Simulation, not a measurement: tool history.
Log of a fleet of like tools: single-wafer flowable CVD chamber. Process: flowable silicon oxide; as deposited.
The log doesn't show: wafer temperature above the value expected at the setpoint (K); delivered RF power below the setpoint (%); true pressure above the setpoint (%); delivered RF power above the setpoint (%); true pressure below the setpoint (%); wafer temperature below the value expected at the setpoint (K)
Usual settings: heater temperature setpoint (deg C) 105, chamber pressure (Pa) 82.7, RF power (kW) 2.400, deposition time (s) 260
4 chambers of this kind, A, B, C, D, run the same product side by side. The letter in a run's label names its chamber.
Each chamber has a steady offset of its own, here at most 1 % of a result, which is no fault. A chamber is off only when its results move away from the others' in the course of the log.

run	hour	heater temperature setpoint (deg C)	chamber pressure (Pa)	RF power (kW)	deposition time (s)	hours since the last thermocouple change	hours since the last RF generator calibration	hours since the last manometer calibration	read-back reference wafer on the same gauge, thickness_nm	mean film thickness on the monitor wafer (nm)
1D	12.0	105	82.7	2.400	260	394.3	1605.5	784.6	114.98	97.349
2B	21.0	105	82.7	2.400	260	351.4	1369.8	546.8	115.00	97.520
# hour 21.3: chamber A: thermocouple changed; heater temperature recalibrated
3A	30.7	105	82.7	2.400	260	9.5	727.0	1773.4	115.00	98.322
4C	43.6	105	82.7	2.400	260	816.6	676.2	56.0	114.99	98.322
5B	53.9	105	82.7	2.400	260	384.3	1402.7	579.7	115.01	97.293
6D	66.5	105	82.7	2.400	260	448.8	1660.0	839.1	114.98	96.623
7A	73.2	105	82.7	2.400	260	52.0	769.5	1815.9	115.00	98.680
8C	82.6	105	82.7	2.400	260	855.6	715.2	95.0	115.03	98.373
9B	93.1	105	82.7	2.400	260	423.5	1441.9	618.9	114.97	97.374
10C	103.1	105	82.7	2.400	260	876.1	735.7	115.5	114.96	98.108
11A	113.4	105	82.7	2.400	260	92.2	809.7	1856.1	115.02	98.598
12D	126.4	105	82.7	2.400	260	508.7	1719.9	899.0	115.08	96.278
13C	134.7	105	82.7	2.400	260	907.7	767.3	147.1	114.97	98.016
14B	147.7	97	82.7	2.700	260	478.1	1496.5	673.5	115.01	129.350
15A	156.8	97	82.7	2.700	260	135.6	853.1	1899.5	114.98	131.070
16D	167.6	97	82.7	2.700	260	549.9	1761.1	940.2	115.00	127.500
17D	179.3	97	82.7	2.700	260	561.6	1772.8	951.9	115.01	127.410
18C	192.5	105	82.7	2.400	260	965.5	825.1	204.9	114.96	98.162
19A	198.7	105	82.7	2.400	260	177.5	895.0	1941.4	115.04	98.550
20B	211.5	105	69.7	2.400	260	541.9	1560.3	737.3	114.98	76.341
21A	222.9	105	69.7	2.400	260	201.7	919.2	1965.6	115.02	76.543
22D	231.4	105	69.7	2.400	260	613.7	1824.9	1004.0	114.97	75.998
23C	240.4	105	69.7	2.400	260	1013.4	873.0	252.8	115.03	77.233
# hour 246.4: chamber A: capacitance manometer re-zeroed and calibrated
24B	246.4	105	82.7	2.400	260	576.8	1595.2	772.2	114.97	97.728
25C	258.9	105	82.7	2.400	260	1031.9	891.5	271.3	115.00	98.546
26A	271.6	105	82.7	2.400	260	250.4	967.9	25.2	114.99	98.564
27D	283.2	105	82.7	2.400	260	665.5	1876.7	1055.8	115.03	95.040
28B	296.2	105	82.7	2.400	260	626.6	1645.0	822.0	115.02	97.228
29C	303.5	105	82.7	2.400	260	1076.5	936.1	315.9	114.98	98.302
30D	311.1	105	82.7	2.100	260	693.4	1904.6	1083.7	114.96	93.158
31B	322.2	105	82.7	2.100	260	652.6	1671.0	848.0	115.00	95.395
32A	329.0	105	82.7	2.100	260	307.8	1025.3	82.6	115.02	96.268
33A	339.7	105	82.7	2.100	260	318.5	1036.0	93.3	115.01	96.079
# hour 345.6: chamber B: RF generator calibrated
34D	345.9	105	82.7	2.400	260	728.2	1939.4	1118.5	114.98	94.776
35B	352.5	105	82.7	2.400	260	682.9	7.0	878.3	114.94	97.848
36C	359.4	105	82.7	2.400	260	1132.4	992.0	371.8	114.93	98.131

All 4 chambers run these settings next. Forecast each chamber's results:
37A	369.3	105	82.7	1.985	260					?
37B	369.3	105	82.7	1.985	260					?
37C	369.3	105	82.7	1.985	260					?
37D	369.3	105	82.7	1.985	260					?

run	mean film thickness on the monitor wafer (nm)
37A	95.240
37B	94.438
37C	95.054
37D	91.358

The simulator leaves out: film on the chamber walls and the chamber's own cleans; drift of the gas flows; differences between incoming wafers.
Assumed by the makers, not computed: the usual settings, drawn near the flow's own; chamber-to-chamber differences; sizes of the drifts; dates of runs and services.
